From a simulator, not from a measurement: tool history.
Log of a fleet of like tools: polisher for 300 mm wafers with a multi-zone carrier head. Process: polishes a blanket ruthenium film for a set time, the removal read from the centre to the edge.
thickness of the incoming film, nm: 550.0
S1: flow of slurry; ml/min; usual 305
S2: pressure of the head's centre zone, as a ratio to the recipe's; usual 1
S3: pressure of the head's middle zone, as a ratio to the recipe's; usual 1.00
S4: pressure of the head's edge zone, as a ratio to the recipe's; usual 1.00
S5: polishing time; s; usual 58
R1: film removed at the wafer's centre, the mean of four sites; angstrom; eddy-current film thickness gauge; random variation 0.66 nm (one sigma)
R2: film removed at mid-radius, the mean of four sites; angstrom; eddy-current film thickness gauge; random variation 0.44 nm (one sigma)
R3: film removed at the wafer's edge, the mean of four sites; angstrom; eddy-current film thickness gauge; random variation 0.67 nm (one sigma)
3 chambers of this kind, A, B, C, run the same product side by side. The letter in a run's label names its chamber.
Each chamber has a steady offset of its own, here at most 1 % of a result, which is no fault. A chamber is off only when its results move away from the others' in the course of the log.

run 1B hour=3.6 | S1=305 S2=1 S3=1.00 S4=1.00 S5=58 | R1=588.10 R2=587.58 R3=598.26
run 2C hour=8.7 | S1=305 S2=1 S3=1.00 S4=1.00 S5=58 | R1=596.16 R2=593.96 R3=605.10
run 3A hour=14.8 | S1=305 S2=1 S3=1.00 S4=1.00 S5=58 | R1=575.98 R2=590.66 R3=578.93
run 4A hour=21.7 | S1=305 S2=1 S3=1.00 S4=1.00 S5=58 | R1=588.10 R2=582.08 R3=587.32
-- hour=23.4 chamber C: worn pad replaced by a new one
run 5B hour=28.5 | S1=305 S2=1 S3=1.00 S4=1.00 S5=58 | R1=582.08 R2=593.23 R3=590.62
run 6C hour=35.0 | S1=305 S2=1 S3=1.00 S4=1.00 S5=58 | R1=585.62 R2=587.61 R3=590.16
run 7C hour=41.8 | S1=305 S2=1 S3=1.00 S4=1.00 S5=58 | R1=587.55 R2=596.46 R3=588.13
-- hour=42.5 chamber B: worn pad replaced by a new one
run 8B hour=46.7 | S1=305 S2=1 S3=1.00 S4=1.00 S5=58 | R1=591.33 R2=590.47 R3=606.61
run 9A hour=51.7 | S1=305 S2=1 S3=1.00 S4=1.00 S5=58 | R1=582.05 R2=587.35 R3=588.66
run 10B hour=58.3 | S1=305 S2=1 S3=1.00 S4=1.00 S5=58 | R1=586.08 R2=590.93 R3=585.32
run 11C hour=65.2 | S1=305 S2=1 S3=1.00 S4=1.00 S5=58 | R1=591.23 R2=593.12 R3=600.63
run 12A hour=71.6 | S1=305 S2=1 S3=1.00 S4=1.00 S5=58 | R1=579.51 R2=591.99 R3=583.46
-- hour=76.7 chamber A: edge zone pressure recalibrated
run 13A hour=79.3 | S1=305 S2=1 S3=1.00 S4=1.00 S5=58 | R1=572.70 R2=577.26 R3=581.01
run 14B hour=85.2 | S1=305 S2=1 S3=1.00 S4=1.00 S5=58 | R1=576.41 R2=596.25 R3=585.29
-- hour=89.1 chamber C: worn pad replaced by a new one
run 15C hour=91.9 | S1=305 S2=1 S3=1.00 S4=1.00 S5=58 | R1=583.55 R2=591.42 R3=588.81
-- hour=96.2 chamber B: worn pad replaced by a new one
run 16A hour=99.3 | S1=305 S2=1 S3=1.00 S4=1.00 S5=58 | R1=568.91 R2=576.38 R3=570.36
run 17C hour=106.3 | S1=305 S2=1 S3=1.00 S4=1.00 S5=58 | R1=594.08 R2=591.66 R3=592.98
run 18B hour=110.1 | S1=305 S2=1 S3=1.00 S4=1.00 S5=58 | R1=570.02 R2=587.00 R3=579.76
run 19B hour=117.1 | S1=305 S2=1 S3=1.00 S4=1.00 S5=58 | R1=591.76 R2=596.74 R3=589.76
run 20C hour=121.6 | S1=305 S2=1 S3=1.00 S4=1.00 S5=58 | R1=600.25 R2=585.68 R3=597.47
run 21A hour=128.3 | S1=305 S2=1 S3=1.00 S4=1.00 S5=58 | R1=551.79 R2=563.68 R3=555.41
run 22B hour=136.0 | S1=305 S2=1 S3=1.00 S4=1.00 S5=58 | R1=580.65 R2=594.68 R3=594.51
run 23A hour=141.5 | S1=305 S2=1 S3=1.00 S4=1.00 S5=58 | R1=558.67 R2=561.43 R3=557.55
run 24C hour=148.3 | S1=305 S2=1 S3=0.91 S4=1.00 S5=58 | R1=586.03 R2=544.73 R3=583.04
-- hour=149.9 chamber B: worn pad replaced by a new one
run 25C hour=155.1 | S1=305 S2=1 S3=0.91 S4=1.00 S5=58 | R1=592.74 R2=547.51 R3=592.37
run 26A hour=160.1 | S1=305 S2=1 S3=0.91 S4=1.00 S5=58 | R1=544.40 R2=501.63 R3=547.07
-- hour=165.3 chamber A: slurry nozzle cleaned
run 27B hour=166.3 | S1=305 S2=1 S3=1.00 S4=1.00 S5=58 | R1=583.14 R2=597.34 R3=572.99
-- hour=168.3 chamber C: worn pad replaced by a new one
run 28A hour=170.5 | S1=305 S2=1 S3=1.00 S4=1.00 S5=58 | R1=544.00 R2=547.86 R3=547.29
run 29C hour=177.6 | S1=305 S2=1 S3=1.00 S4=1.00 S5=58 | R1=584.26 R2=589.75 R3=584.11
run 30B hour=184.0 | S1=305 S2=1 S3=1.00 S4=1.00 S5=58 | R1=588.14 R2=592.69 R3=595.44
run 31B hour=190.8 | S1=305 S2=1 S3=1.00 S4=1.00 S5=58 | R1=580.66 R2=598.54 R3=591.92
-- hour=195.4 chamber C: slurry nozzle cleaned
run 32C hour=197.3 | S1=305 S2=1 S3=1.00 S4=1.00 S5=58 | R1=589.68 R2=587.39 R3=591.52
-- hour=199.6 chamber B: worn pad replaced by a new one
run 33A hour=203.0 | S1=305 S2=1 S3=1.00 S4=1.00 S5=58 | R1=532.89 R2=533.40 R3=532.34
run 34B hour=206.7 | S1=305 S2=1 S3=1.00 S4=0.92 S5=58 | R1=585.00 R2=597.21 R3=572.18
run 35A hour=213.9 | S1=305 S2=1 S3=1.00 S4=0.92 S5=58 | R1=536.15 R2=535.65 R3=510.32
run 36C hour=221.6 | S1=305 S2=1 S3=1.00 S4=0.92 S5=58 | R1=583.82 R2=588.43 R3=571.00
run 37B hour=229.3 | S1=305 S2=1 S3=1.00 S4=1.00 S5=58 | R1=586.95 R2=592.25 R3=577.72
run 38A hour=236.4 | S1=305 S2=1 S3=1.00 S4=1.00 S5=58 | R1=529.21 R2=525.41 R3=521.03

Next, every chamber runs the same settings. What will each give?
run 39A hour=242.0 | S1=305 S2=1 S3=1.00 S4=1.00 S5=58 | R1=? R2=? R3=?
run 39B hour=242.0 | S1=305 S2=1 S3=1.00 S4=1.00 S5=58 | R1=? R2=? R3=?
run 39C hour=242.0 | S1=305 S2=1 S3=1.00 S4=1.00 S5=58 | R1=? R2=? R3=?

run=39A R1=519.30 R2=517.97 R3=522.71
run=39B R1=583.14 R2=592.49 R3=586.80
run=39C R1=599.64 R2=591.81 R3=588.39
